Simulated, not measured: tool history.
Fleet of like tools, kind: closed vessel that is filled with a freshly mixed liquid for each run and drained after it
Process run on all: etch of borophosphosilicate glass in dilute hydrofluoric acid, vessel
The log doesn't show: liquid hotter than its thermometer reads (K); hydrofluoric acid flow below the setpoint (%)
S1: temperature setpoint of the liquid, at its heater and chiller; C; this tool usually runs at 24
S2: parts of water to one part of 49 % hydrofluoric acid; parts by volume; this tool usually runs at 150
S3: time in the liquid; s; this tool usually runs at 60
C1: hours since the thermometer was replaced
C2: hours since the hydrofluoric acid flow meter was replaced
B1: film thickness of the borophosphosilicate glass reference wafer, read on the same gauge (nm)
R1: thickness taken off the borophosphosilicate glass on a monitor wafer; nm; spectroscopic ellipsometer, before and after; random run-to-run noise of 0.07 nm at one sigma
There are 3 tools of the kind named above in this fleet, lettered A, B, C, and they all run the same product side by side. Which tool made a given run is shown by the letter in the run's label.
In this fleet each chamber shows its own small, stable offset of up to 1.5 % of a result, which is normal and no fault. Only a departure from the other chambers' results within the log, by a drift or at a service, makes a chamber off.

| run | hour | S1 | S2 | S3 | C1 | C2 | B1 | R1 |
|---|---|---|---|---|---|---|---|---|
| 1C | 10.2 | 24 | 150 | 60 | 900.6 | 148.9 | 39.988 | 10.415 |
| 2A | 17.8 | 24 | 150 | 60 | 1326.9 | 20.4 | 40.004 | 10.769 |
| 3B | 23.1 | 24 | 150 | 60 | 76.9 | 950.2 | 40.026 | 10.731 |
| 4B | 34.1 | 24 | 150 | 60 | 87.9 | 961.2 | 39.999 | 10.705 |
| 5A | 42.8 | 24 | 150 | 60 | 1351.9 | 45.4 | 39.998 | 10.606 |
| 6C | 53.5 | 24 | 150 | 60 | 943.9 | 192.2 | 40.005 | 10.403 |
| 7A | 64.5 | 24 | 150 | 60 | 1373.6 | 67.1 | 40.006 | 10.788 |
| 8B | 72.9 | 24 | 150 | 85 | 126.7 | 1000 | 39.979 | 15.066 |
| 9C | 83 | 24 | 150 | 85 | 973.4 | 221.7 | 39.984 | 14.857 |
| 10B | 90.7 | 24 | 150 | 85 | 144.5 | 1017.8 | 39.998 | 15.147 |
| 11A | 101.9 | 24 | 150 | 60 | 1411 | 104.5 | 39.964 | 10.495 |
| 12C | 107.5 | 24 | 150 | 60 | 997.9 | 246.2 | 39.992 | 10.638 |
| 13B | 114.2 | 24 | 150 | 60 | 168 | 1041.3 | 40 | 10.637 |
| 14A | 122.2 | 24 | 150 | 60 | 1431.3 | 124.8 | 39.94 | 10.653 |
| 15C | 133 | 24 | 150 | 60 | 1023.4 | 271.7 | 40.021 | 10.519 |
| 16B | 138.7 | 24 | 150 | 60 | 192.5 | 1065.8 | 40.029 | 10.744 |
| 17C | 148.6 | 24 | 150 | 60 | 1039 | 287.3 | 39.99 | 10.441 |
| 18A | 159.7 | 21.5 | 175 | 60 | 1468.8 | 162.3 | 40.039 | 8.008 |
| 19C | 167.2 | 21.5 | 175 | 60 | 1057.6 | 305.9 | 40.025 | 7.9755 |
| 20B | 176.3 | 21.5 | 175 | 60 | 230.1 | 1103.4 | 39.992 | 8.0484 |
| 21A | 184.8 | 28.5 | 150 | 45 | 1493.9 | 187.4 | 39.957 | 9.4273 |
| 22C | 192 | 28.5 | 150 | 45 | 1082.4 | 330.7 | 39.972 | 9.3721 |
| 23B | 198.8 | 28.5 | 150 | 45 | 252.6 | 1125.9 | 40.011 | 9.5135 |
| 24A | 205 | 24 | 150 | 60 | 1514.1 | 207.6 | 39.995 | 10.638 |
| 25B | 210.5 | 24 | 150 | 60 | 264.3 | 1137.6 | 40.012 | 10.585 |
| 26C | 220.4 | 24 | 150 | 60 | 1110.8 | 359.1 | 40.004 | 10.544 |
| 27A | 231.9 | 24 | 150 | 60 | 1541 | 234.5 | 40.001 | 10.448 |
| 28A | 239.4 | 28 | 150 | 45 | 1548.5 | 242 | 39.976 | 9.3928 |
| 29C | 246.7 | 28 | 150 | 45 | 1137.1 | 385.4 | 39.978 | 9.2758 |
| 30B | 255.7 | 28 | 150 | 45 | 309.5 | 1182.8 | 39.963 | 9.2924 |
| 31A | 262 | 24 | 100 | 75 | 1571.1 | 264.6 | 39.957 | 21.105 |
| 32C | 272.1 | 24 | 100 | 75 | 1162.5 | 410.8 | 40 | 21.035 |
| 33B | 277.3 | 24 | 100 | 75 | 331.1 | 1204.4 | 39.999 | 21.166 |
| 34A | 284.8 | 24 | 150 | 60 | 1593.9 | 287.4 | 40.026 | 10.628 |
| 35B | 296.7 | 24 | 150 | 60 | 350.5 | 1223.8 | 39.999 | 10.542 |
| 36C | 307 | 24 | 150 | 60 | 1197.4 | 445.7 | 39.99 | 10.451 |
| 37C | 312.2 | 24 | 150 | 60 | 1202.6 | 450.9 | 40.027 | 10.571 |
| 38B | 323.6 | 27 | 150 | 60 | 377.4 | 1250.7 | 40.001 | 11.981 |
| 39A | 334.2 | 27 | 150 | 60 | 1643.3 | 336.8 | 39.965 | 11.916 |
| 40C | 341.1 | 27 | 150 | 60 | 1231.5 | 479.8 | 40.008 | 11.716 |
| 41B | 347.9 | 29 | 150 | 60 | 401.7 | 1275 | 39.982 | 13.079 |
| 42A | 357.3 | 29 | 150 | 60 | 1666.4 | 359.9 | 40.003 | 12.812 |
| 43A | 363.9 | 29 | 150 | 60 | 1673 | 366.5 | 40.031 | 12.994 |
| 44B | 371.5 | 24 | 150 | 60 | 425.3 | 1298.6 | 39.972 | 10.573 |

Read the log: is a single chamber off, either drifting away or since a service, is the gauge that measures every chamber drifting, or is nothing wrong beyond small per-chamber offsets? Name any odd chamber and what most likely caused it.

Beyond each chamber's small constant offset nothing stands out, and the gauge stays steady.
